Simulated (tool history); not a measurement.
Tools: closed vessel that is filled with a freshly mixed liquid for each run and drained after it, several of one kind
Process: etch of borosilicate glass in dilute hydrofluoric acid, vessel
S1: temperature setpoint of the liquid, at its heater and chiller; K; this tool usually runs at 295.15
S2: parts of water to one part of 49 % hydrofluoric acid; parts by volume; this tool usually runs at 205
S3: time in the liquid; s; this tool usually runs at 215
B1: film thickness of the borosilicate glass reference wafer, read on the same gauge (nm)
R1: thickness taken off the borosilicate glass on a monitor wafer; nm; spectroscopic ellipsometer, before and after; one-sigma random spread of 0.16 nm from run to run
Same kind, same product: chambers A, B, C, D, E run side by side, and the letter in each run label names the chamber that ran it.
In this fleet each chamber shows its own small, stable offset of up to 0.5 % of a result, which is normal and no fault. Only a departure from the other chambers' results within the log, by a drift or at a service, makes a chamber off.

run	hour	S1	S2	S3	B1	R1
1E	8	295.15	205	215	60.014	20.424
2D	15.9	295.15	205	215	59.942	20.824
3B	21.2	295.15	205	215	59.974	20.487
4A	28.9	295.15	205	215	60.024	20.543
5C	36.9	295.15	205	215	59.99	20.826
6E	43.2	295.15	205	215	60.027	20.509
7D	48.7	295.15	205	215	60.01	20.731
8B	55.7	295.15	205	215	60.018	20.658
9A	60.4	295.15	205	215	60.025	20.665
# hour 68.6: chamber C: hydrofluoric acid flow meter replaced
10C	69.8	295.15	205	215	60.012	20.628
11E	75	292.15	290	215	59.984	12.047
12C	84.3	292.15	290	215	60.024	12.16
13B	94.1	292.15	290	215	59.983	11.946
14A	102.6	292.15	290	215	59.996	12.149
15D	109.1	292.15	290	215	59.979	12.131
16A	113.7	295.15	205	215	60.054	20.584
17D	123.4	295.15	205	215	60.003	20.86
18C	131.7	295.15	205	215	60.056	21.322
19B	141.4	295.15	205	215	59.936	20.787
20E	147.9	290.15	130	215	60.012	28.822
21D	153.4	290.15	130	215	60.005	28.88
22A	162.9	290.15	130	215	60.004	28.795
23B	170.4	290.15	130	215	59.968	29.164
24E	179.3	290.15	130	215	60.032	28.672
25C	184.7	295.15	205	215	59.998	21.536
26E	194.6	295.15	205	215	60.03	20.577
27D	203.3	295.15	205	215	59.982	20.777
28A	209.8	295.15	205	215	60.034	20.933
29C	216	295.15	205	215	59.987	21.931
30B	226	295.15	205	215	59.992	20.801
31C	235.5	295.15	205	215	59.991	21.671
32E	245.6	295.15	205	215	59.987	20.793
33D	253.5	295.15	160	95	59.995	12.359
34B	261.5	295.15	160	95	59.978	12.447
35A	269.6	295.15	160	95	59.996	12.226
36E	278.1	295.15	160	95	60.014	12.157

What goes on in this fleet: one chamber off, a drifting gauge, or nothing beyond the chambers' own small offsets? Name the chamber and the cause, if any.

Chamber C drifts away from the others.
Cause: liquid hotter than its thermometer reads (K) = 1.98.

Which of the 4 candidates below, each the usual settings with something changed and its results left as question marks, puts chamber C back in line with what the other chambers give on the usual settings?
In-line tolerance around the mean of the other chambers on the usual settings: R1 0.56 nm
37C-1	285.3	293.15	205	215		?
37C-2	285.3	295.15	200	225		?
37C-3	285.3	295.15	205	210		?
37C-4	285.3	295.15	200	215		?

Usual-settings mean across the other chambers: R1 20.695 nm
run	R1
37C-1	20.684
37C-2	24.052
37C-3	21.774
37C-4	22.983
With 37C-1, the chamber falls back in line with the rest.
